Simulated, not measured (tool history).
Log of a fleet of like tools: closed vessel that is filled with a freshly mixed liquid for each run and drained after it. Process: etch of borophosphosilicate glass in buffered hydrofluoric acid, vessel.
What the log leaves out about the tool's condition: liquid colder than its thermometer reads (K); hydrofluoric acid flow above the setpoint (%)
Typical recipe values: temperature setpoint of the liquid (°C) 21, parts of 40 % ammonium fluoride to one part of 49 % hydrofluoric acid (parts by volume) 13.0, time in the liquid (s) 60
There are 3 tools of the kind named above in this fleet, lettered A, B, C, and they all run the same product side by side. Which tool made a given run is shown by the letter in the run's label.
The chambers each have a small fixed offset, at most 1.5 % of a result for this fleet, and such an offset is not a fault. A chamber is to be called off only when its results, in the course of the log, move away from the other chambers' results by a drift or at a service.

run    day  temperature setpoint of the liquid (°C)  parts of 40 % ammonium fluoride to one part of 49 % hydrofluoric acid (parts by volume)  time in the liquid (s)  hours since the thermometer was replaced  hours since the hydrofluoric acid flow meter was replaced  read-back film thickness of the borophosphosilicate glass reference wafer, read on the same gauge (nm)  thickness taken off the borophosphosilicate glass on a monitor wafer (nm)
 1B  0.321                                       21                                                                                     13.0                      60                                     971.6                                                      130.6                                                                                                  59.990                                                                     49.612
 2A  0.554                                       21                                                                                     13.0                      60                                     472.3                                                      364.1                                                                                                  59.985                                                                     48.525
 3C  0.733                                       21                                                                                     13.0                      60                                    1157.1                                                       18.4                                                                                                  59.988                                                                     49.840
 4C  0.879                                       21                                                                                     13.0                      60                                    1160.6                                                       21.9                                                                                                  59.995                                                                     49.198
 5B  1.021                                       21                                                                                     13.0                      75                                     988.4                                                      147.4                                                                                                  59.975                                                                     61.531
 6A  1.212                                       21                                                                                     13.0                      75                                     488.1                                                      379.9                                                                                                  59.974                                                                     61.218
 7C  1.462                                       21                                                                                     13.0                      75                                    1174.6                                                       35.9                                                                                                  60.041                                                                     62.466
 8B  1.708                                       21                                                                                     13.0                      60                                    1004.9                                                      163.9                                                                                                  60.001                                                                     48.585
 9A  1.912                                       21                                                                                     13.0                      60                                     504.9                                                      396.7                                                                                                  59.974                                                                     48.095
10B  2.221                                       21                                                                                     13.0                      60                                    1017.2                                                      176.2                                                                                                  60.002                                                                     49.429
11A  2.471                                       21                                                                                     13.0                      60                                     518.3                                                      410.1                                                                                                  60.036                                                                     47.524
12C  2.746                                       24                                                                                     13.0                      85                                    1205.4                                                       66.7                                                                                                  60.019                                                                     81.956
13A  3.058                                       24                                                                                     13.0                      85                                     532.4                                                      424.2                                                                                                  60.004                                                                     78.099
14B  3.371                                       24                                                                                     13.0                      85                                    1044.8                                                      203.8                                                                                                  60.022                                                                     80.923
15C  3.671                                       21                                                                                     13.0                      60                                    1227.6                                                       88.9                                                                                                  59.970                                                                     49.682
16A  3.825                                       21                                                                                     13.0                      60                                     550.8                                                      442.6                                                                                                  59.975                                                                     46.211
17C  3.996                                       21                                                                                     11.5                      60                                    1235.4                                                       96.7                                                                                                  59.977                                                                     55.784
18B  4.250                                       21                                                                                     11.5                      60                                    1065.9                                                      224.9                                                                                                  59.983                                                                     55.443
19B  4.496                                       21                                                                                     11.5                      60                                    1071.8                                                      230.8                                                                                                  59.926                                                                     55.885
20C  4.667                                       21                                                                                      8.5                      80                                    1251.5                                                      112.8                                                                                                  59.973                                                                     97.805
21A  4.925                                       21                                                                                      8.5                      80                                     577.2                                                      469.0                                                                                                  60.017                                                                     89.255
22A  5.142                                       21                                                                                      8.5                      80                                     582.4                                                      474.2                                                                                                  60.023                                                                     90.295

What goes on in this fleet: one chamber off, a drifting gauge, or nothing beyond the chambers' own small offsets? Name the chamber and the cause, if any.

It is chamber A that slowly wanders off from its peers.
Cause: liquid colder than its thermometer reads (K) = 1.25.
The log may not separate it from: hydrofluoric acid flow below the setpoint (%).

Here are 4 candidates for chamber A's next run, each the usual settings with a change, their results left as question marks. Which one brings its results back in line with what the others give on the usual settings?
To be in line, a result may differ from the other chambers' mean on the usual settings by at most: thickness taken off the borophosphosilicate glass on a monitor wafer (nm) 1.600
23A-1  5.371                                     21.0                                                                                     13.0                      55                                                                                                                                                                                                                                                                                       ?
23A-2  5.371                                     21.0                                                                                     13.5                      60                                                                                                                                                                                                                                                                                       ?
23A-3  5.371                                     21.5                                                                                     13.0                      60                                                                                                                                                                                                                                                                                       ?
23A-4  5.371                                     22.5                                                                                     13.0                      60                                                                                                                                                                                                                                                                                       ?

Mean of the other chambers on the usual settings: thickness taken off the borophosphosilicate glass on a monitor wafer (nm) 49.428
  run  thickness taken off the borophosphosilicate glass on a monitor wafer (nm)
23A-1                                                                     42.005
23A-2                                                                     44.152
23A-3                                                                     47.110
23A-4                                                                     49.752
23A-4 is the one that brings the chamber's results back in line with the other chambers.

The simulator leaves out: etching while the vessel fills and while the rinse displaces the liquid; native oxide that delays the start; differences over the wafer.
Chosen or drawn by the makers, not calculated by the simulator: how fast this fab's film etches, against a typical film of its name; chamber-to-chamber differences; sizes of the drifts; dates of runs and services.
